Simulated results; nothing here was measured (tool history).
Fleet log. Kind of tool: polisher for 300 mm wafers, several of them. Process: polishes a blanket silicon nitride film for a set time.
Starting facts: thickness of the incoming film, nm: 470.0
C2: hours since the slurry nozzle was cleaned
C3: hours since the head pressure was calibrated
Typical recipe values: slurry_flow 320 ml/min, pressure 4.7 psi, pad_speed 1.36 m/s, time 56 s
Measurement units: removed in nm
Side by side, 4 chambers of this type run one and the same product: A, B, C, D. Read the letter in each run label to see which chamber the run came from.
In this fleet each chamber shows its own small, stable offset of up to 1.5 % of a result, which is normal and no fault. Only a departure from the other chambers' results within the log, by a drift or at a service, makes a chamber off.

run 1C hour=3.3 | slurry_flow=320 pressure=4.7 pad_speed=1.36 time=56 | wafers_polished_on_this_pad=630 C2=157.0 C3=968.6 | removed=162.54
run 2A hour=5.4 | slurry_flow=320 pressure=4.7 pad_speed=1.36 time=56 | wafers_polished_on_this_pad=140 C2=200.1 C3=864.4 | removed=164.47
run 3B hour=8.1 | slurry_flow=320 pressure=4.7 pad_speed=1.36 time=56 | wafers_polished_on_this_pad=1400 C2=368.3 C3=908.8 | removed=160.63
run 4D hour=10.9 | slurry_flow=320 pressure=4.7 pad_speed=1.36 time=56 | wafers_polished_on_this_pad=744 C2=196.1 C3=250.4 | removed=162.38
run 5C hour=13.7 | slurry_flow=320 pressure=4.7 pad_speed=1.36 time=56 | wafers_polished_on_this_pad=701 C2=167.4 C3=979.0 | removed=162.82
run 6A hour=16.9 | slurry_flow=320 pressure=4.7 pad_speed=1.36 time=56 | wafers_polished_on_this_pad=219 C2=211.6 C3=875.9 | removed=165.44
run 7B hour=19.9 | slurry_flow=320 pressure=4.7 pad_speed=1.36 time=56 | wafers_polished_on_this_pad=1480 C2=380.1 C3=920.6 | removed=161.65
-- hour=21.6 chamber B: worn pad replaced by a new one
run 8D hour=23.7 | slurry_flow=320 pressure=3.4 pad_speed=1.36 time=56 | wafers_polished_on_this_pad=831 C2=208.9 C3=263.2 | removed=117.51
run 9D hour=25.9 | slurry_flow=320 pressure=3.4 pad_speed=1.36 time=56 | wafers_polished_on_this_pad=846 C2=211.1 C3=265.4 | removed=117.53
run 10A hour=28.8 | slurry_flow=320 pressure=3.4 pad_speed=1.36 time=56 | wafers_polished_on_this_pad=300 C2=223.5 C3=887.8 | removed=119.89
run 11B hour=32.7 | slurry_flow=320 pressure=3.4 pad_speed=1.36 time=56 | wafers_polished_on_this_pad=76 C2=392.9 C3=933.4 | removed=115.28
run 12C hour=36.6 | slurry_flow=320 pressure=4.7 pad_speed=1.36 time=56 | wafers_polished_on_this_pad=857 C2=190.3 C3=1001.9 | removed=162.18
run 13A hour=39.0 | slurry_flow=235 pressure=4.7 pad_speed=1.36 time=56 | wafers_polished_on_this_pad=369 C2=233.7 C3=898.0 | removed=159.62
-- hour=42.1 chamber C: worn pad replaced by a new one
run 14C hour=43.4 | slurry_flow=235 pressure=4.7 pad_speed=1.36 time=56 | wafers_polished_on_this_pad=9 C2=197.1 C3=1008.7 | removed=158.76
run 15D hour=47.4 | slurry_flow=235 pressure=4.7 pad_speed=1.36 time=56 | wafers_polished_on_this_pad=992 C2=232.6 C3=286.9 | removed=158.85
run 16B hour=49.7 | slurry_flow=235 pressure=4.7 pad_speed=1.36 time=56 | wafers_polished_on_this_pad=191 C2=409.9 C3=950.4 | removed=156.26
run 17C hour=54.0 | slurry_flow=320 pressure=4.7 pad_speed=1.36 time=56 | wafers_polished_on_this_pad=81 C2=207.7 C3=1019.3 | removed=161.72
run 18A hour=56.2 | slurry_flow=265 pressure=4.1 pad_speed=1.36 time=56 | wafers_polished_on_this_pad=486 C2=250.9 C3=915.2 | removed=140.83
-- hour=59.4 chamber A: head pressure recalibrated
run 19D hour=59.7 | slurry_flow=265 pressure=4.1 pad_speed=1.36 time=56 | wafers_polished_on_this_pad=1076 C2=244.9 C3=299.2 | removed=138.26
-- hour=60.2 chamber D: worn pad replaced by a new one
-- hour=61.3 chamber A: slurry nozzle cleaned
run 20B hour=62.1 | slurry_flow=265 pressure=4.1 pad_speed=1.36 time=56 | wafers_polished_on_this_pad=276 C2=422.3 C3=962.8 | removed=137.26
run 21A hour=66.1 | slurry_flow=265 pressure=4.1 pad_speed=1.36 time=56 | wafers_polished_on_this_pad=554 C2=4.9 C3=6.7 | removed=149.45
run 22B hour=70.0 | slurry_flow=320 pressure=3.4 pad_speed=1.82 time=56 | wafers_polished_on_this_pad=330 C2=430.2 C3=970.7 | removed=146.04
run 23C hour=73.4 | slurry_flow=320 pressure=3.4 pad_speed=1.82 time=56 | wafers_polished_on_this_pad=213 C2=227.1 C3=1038.7 | removed=147.26
run 24D hour=75.5 | slurry_flow=320 pressure=3.4 pad_speed=1.82 time=56 | wafers_polished_on_this_pad=104 C2=260.7 C3=315.0 | removed=147.26
run 25C hour=79.3 | slurry_flow=320 pressure=3.4 pad_speed=1.82 time=56 | wafers_polished_on_this_pad=253 C2=233.0 C3=1044.6 | removed=149.14
-- hour=82.4 chamber B: head pressure recalibrated
run 26B hour=82.7 | slurry_flow=320 pressure=4.7 pad_speed=1.36 time=56 | wafers_polished_on_this_pad=416 C2=442.9 C3=0.3 | removed=160.94
run 27D hour=85.4 | slurry_flow=320 pressure=4.7 pad_speed=1.00 time=45 | wafers_polished_on_this_pad=172 C2=270.6 C3=324.9 | removed=102.70
run 28A hour=89.6 | slurry_flow=320 pressure=4.7 pad_speed=1.00 time=45 | wafers_polished_on_this_pad=714 C2=28.4 C3=30.2 | removed=109.19
run 29C hour=92.1 | slurry_flow=320 pressure=4.7 pad_speed=1.00 time=45 | wafers_polished_on_this_pad=341 C2=245.8 C3=1057.4 | removed=103.88
run 30D hour=95.0 | slurry_flow=320 pressure=4.7 pad_speed=1.00 time=45 | wafers_polished_on_this_pad=237 C2=280.2 C3=334.5 | removed=102.19
run 31A hour=97.3 | slurry_flow=320 pressure=4.7 pad_speed=1.36 time=56 | wafers_polished_on_this_pad=766 C2=36.1 C3=37.9 | removed=174.97
-- hour=101.1 chamber D: slurry nozzle cleaned
run 32B hour=101.7 | slurry_flow=320 pressure=4.7 pad_speed=1.36 time=56 | wafers_polished_on_this_pad=545 C2=461.9 C3=19.3 | removed=159.61
run 33A hour=105.1 | slurry_flow=320 pressure=4.7 pad_speed=1.36 time=56 | wafers_polished_on_this_pad=820 C2=43.9 C3=45.7 | removed=172.77
run 34B hour=107.7 | slurry_flow=320 pressure=4.7 pad_speed=1.36 time=56 | wafers_polished_on_this_pad=586 C2=467.9 C3=25.3 | removed=160.33
run 35D hour=110.3 | slurry_flow=320 pressure=4.7 pad_speed=1.36 time=56 | wafers_polished_on_this_pad=341 C2=9.2 C3=349.8 | removed=163.70
-- hour=111.9 chamber A: worn pad replaced by a new one
run 36C hour=113.7 | slurry_flow=320 pressure=4.7 pad_speed=1.36 time=56 | wafers_polished_on_this_pad=488 C2=267.4 C3=1079.0 | removed=163.23
run 37D hour=115.9 | slurry_flow=320 pressure=4.7 pad_speed=1.36 time=56 | wafers_polished_on_this_pad=379 C2=14.8 C3=355.4 | removed=163.51
run 38C hour=119.2 | slurry_flow=320 pressure=4.7 pad_speed=1.36 time=56 | wafers_polished_on_this_pad=525 C2=272.9 C3=1084.5 | removed=164.79
run 39B hour=121.4 | slurry_flow=320 pressure=4.7 pad_speed=1.36 time=56 | wafers_polished_on_this_pad=680 C2=481.6 C3=39.0 | removed=162.84
run 40A hour=124.6 | slurry_flow=320 pressure=4.7 pad_speed=1.36 time=56 | wafers_polished_on_this_pad=86 C2=63.4 C3=65.2 | removed=173.98
run 41C hour=129.1 | slurry_flow=320 pressure=4.7 pad_speed=1.36 time=56 | wafers_polished_on_this_pad=593 C2=282.8 C3=1094.4 | removed=162.87

All 4 chambers run these settings next. Forecast each chamber's results:
run 42A hour=132.3 | slurry_flow=320 pressure=5.7 pad_speed=1.36 time=56 | removed=?
run 42B hour=132.3 | slurry_flow=320 pressure=5.7 pad_speed=1.36 time=56 | removed=?
run 42C hour=132.3 | slurry_flow=320 pressure=5.7 pad_speed=1.36 time=56 | removed=?
run 42D hour=132.3 | slurry_flow=320 pressure=5.7 pad_speed=1.36 time=56 | removed=?

run=42A removed=211.44
run=42B removed=197.81
run=42C removed=199.51
run=42D removed=199.17
